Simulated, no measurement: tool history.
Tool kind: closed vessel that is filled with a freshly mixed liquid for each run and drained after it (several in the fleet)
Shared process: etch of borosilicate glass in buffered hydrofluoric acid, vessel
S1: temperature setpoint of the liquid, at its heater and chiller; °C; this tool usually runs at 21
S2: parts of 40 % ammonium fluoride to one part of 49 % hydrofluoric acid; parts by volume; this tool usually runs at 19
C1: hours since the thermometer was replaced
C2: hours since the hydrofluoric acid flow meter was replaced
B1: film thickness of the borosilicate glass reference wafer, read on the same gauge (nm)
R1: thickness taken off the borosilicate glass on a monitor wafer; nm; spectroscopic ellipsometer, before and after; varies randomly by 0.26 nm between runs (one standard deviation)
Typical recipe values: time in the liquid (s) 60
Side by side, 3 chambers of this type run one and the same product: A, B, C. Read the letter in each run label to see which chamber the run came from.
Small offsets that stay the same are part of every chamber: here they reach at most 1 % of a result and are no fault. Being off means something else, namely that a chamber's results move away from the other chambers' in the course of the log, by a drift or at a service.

run 1C hour=5.2 | S1=21 S2=19 time_in_the_liquid_(s)=60 | C1=1480 C2=692.9 | B1=50.018 | R1=35.2
run 2B hour=12.5 | S1=21 S2=19 time_in_the_liquid_(s)=60 | C1=1595.4 C2=1063.2 | B1=50.01 | R1=35.902
run 3A hour=19.8 | S1=21 S2=19 time_in_the_liquid_(s)=60 | C1=332 C2=1115.5 | B1=50.008 | R1=36.07
run 4A hour=23.8 | S1=21 S2=19 time_in_the_liquid_(s)=60 | C1=336 C2=1119.5 | B1=50.004 | R1=35.671
run 5B hour=27.7 | S1=21 S2=19 time_in_the_liquid_(s)=60 | C1=1610.6 C2=1078.4 | B1=49.984 | R1=35.7
run 6C hour=35.5 | S1=21 S2=19 time_in_the_liquid_(s)=60 | C1=1510.3 C2=723.2 | B1=49.996 | R1=35.642
run 7C hour=41.1 | S1=21 S2=16 time_in_the_liquid_(s)=85 | C1=1515.9 C2=728.8 | B1=50.003 | R1=59.963
run 8A hour=47.7 | S1=21 S2=16 time_in_the_liquid_(s)=85 | C1=359.9 C2=1143.4 | B1=49.994 | R1=59.768
run 9B hour=54.6 | S1=21 S2=16 time_in_the_liquid_(s)=85 | C1=1637.5 C2=1105.3 | B1=49.997 | R1=59.628
run 10A hour=58.3 | S1=21 S2=19 time_in_the_liquid_(s)=60 | C1=370.5 C2=1154 | B1=49.989 | R1=35.747
run 11B hour=66.1 | S1=21 S2=19 time_in_the_liquid_(s)=60 | C1=1649 C2=1116.8 | B1=49.995 | R1=35.531
run 12C hour=71.5 | S1=21 S2=19 time_in_the_liquid_(s)=60 | C1=1546.3 C2=759.2 | B1=49.974 | R1=34.89
run 13A hour=75.8 | S1=24 S2=19 time_in_the_liquid_(s)=60 | C1=388 C2=1171.5 | B1=49.999 | R1=42.264
run 14B hour=82.2 | S1=24 S2=19 time_in_the_liquid_(s)=60 | C1=1665.1 C2=1132.9 | B1=50.009 | R1=41.789
run 15C hour=88.2 | S1=24 S2=19 time_in_the_liquid_(s)=60 | C1=1563 C2=775.9 | B1=50.007 | R1=40.241
run 16B hour=92.5 | S1=25 S2=12 time_in_the_liquid_(s)=60 | C1=1675.4 C2=1143.2 | B1=49.99 | R1=69.303
run 17C hour=98.3 | S1=25 S2=12 time_in_the_liquid_(s)=60 | C1=1573.1 C2=786 | B1=49.984 | R1=68.84
run 18A hour=102.2 | S1=25 S2=12 time_in_the_liquid_(s)=60 | C1=414.4 C2=1197.9 | B1=49.995 | R1=69.697
run 19B hour=106.6 | S1=21 S2=19 time_in_the_liquid_(s)=60 | C1=1689.5 C2=1157.3 | B1=49.988 | R1=35.641
run 20C hour=115 | S1=21 S2=19 time_in_the_liquid_(s)=60 | C1=1589.8 C2=802.7 | B1=49.984 | R1=34.41
run 21A hour=122.2 | S1=21 S2=19 time_in_the_liquid_(s)=60 | C1=434.4 C2=1217.9 | B1=49.996 | R1=35.566
run 22C hour=127.3 | S1=21 S2=19 time_in_the_liquid_(s)=60 | C1=1602.1 C2=815 | B1=50.002 | R1=34.217
run 23A hour=133.6 | S1=21 S2=19 time_in_the_liquid_(s)=60 | C1=445.8 C2=1229.3 | B1=49.996 | R1=35.981
run 24B hour=137.5 | S1=21 S2=19 time_in_the_liquid_(s)=60 | C1=1720.4 C2=1188.2 | B1=49.998 | R1=35.501
run 25A hour=142.6 | S1=21 S2=19 time_in_the_liquid_(s)=60 | C1=454.8 C2=1238.3 | B1=50.003 | R1=35.696
run 26B hour=146.8 | S1=21 S2=19 time_in_the_liquid_(s)=60 | C1=1729.7 C2=1197.5 | B1=50.013 | R1=35.582
run 27C hour=151.1 | S1=21 S2=19 time_in_the_liquid_(s)=60 | C1=1625.9 C2=838.8 | B1=49.994 | R1=33.995
run 28B hour=156.9 | S1=21 S2=19 time_in_the_liquid_(s)=60 | C1=1739.8 C2=1207.6 | B1=50.007 | R1=35.224
run 29A hour=165 | S1=21 S2=19 time_in_the_liquid_(s)=60 | C1=477.2 C2=1260.7 | B1=49.996 | R1=35.606
run 30C hour=172 | S1=21 S2=19 time_in_the_liquid_(s)=60 | C1=1646.8 C2=859.7 | B1=49.969 | R1=33.428
run 31A hour=177.4 | S1=21 S2=19 time_in_the_liquid_(s)=60 | C1=489.6 C2=1273.1 | B1=49.992 | R1=35.109
run 32C hour=184.8 | S1=21 S2=19 time_in_the_liquid_(s)=60 | C1=1659.6 C2=872.5 | B1=49.984 | R1=33.331
run 33B hour=192.7 | S1=21 S2=19 time_in_the_liquid_(s)=60 | C1=1775.6 C2=1243.4 | B1=49.987 | R1=35.685
run 34B hour=197.3 | S1=21 S2=19 time_in_the_liquid_(s)=60 | C1=1780.2 C2=1248 | B1=50.011 | R1=35.25

The same settings go to every chamber for the next run, one line per chamber below. Forecast the results for each:
run 35A hour=203.3 | S1=21 S2=19 time_in_the_liquid_(s)=60 | R1=?
run 35B hour=203.3 | S1=21 S2=19 time_in_the_liquid_(s)=60 | R1=?
run 35C hour=203.3 | S1=21 S2=19 time_in_the_liquid_(s)=60 | R1=?

run=35A R1=35.668
run=35B R1=35.637
run=35C R1=33.119

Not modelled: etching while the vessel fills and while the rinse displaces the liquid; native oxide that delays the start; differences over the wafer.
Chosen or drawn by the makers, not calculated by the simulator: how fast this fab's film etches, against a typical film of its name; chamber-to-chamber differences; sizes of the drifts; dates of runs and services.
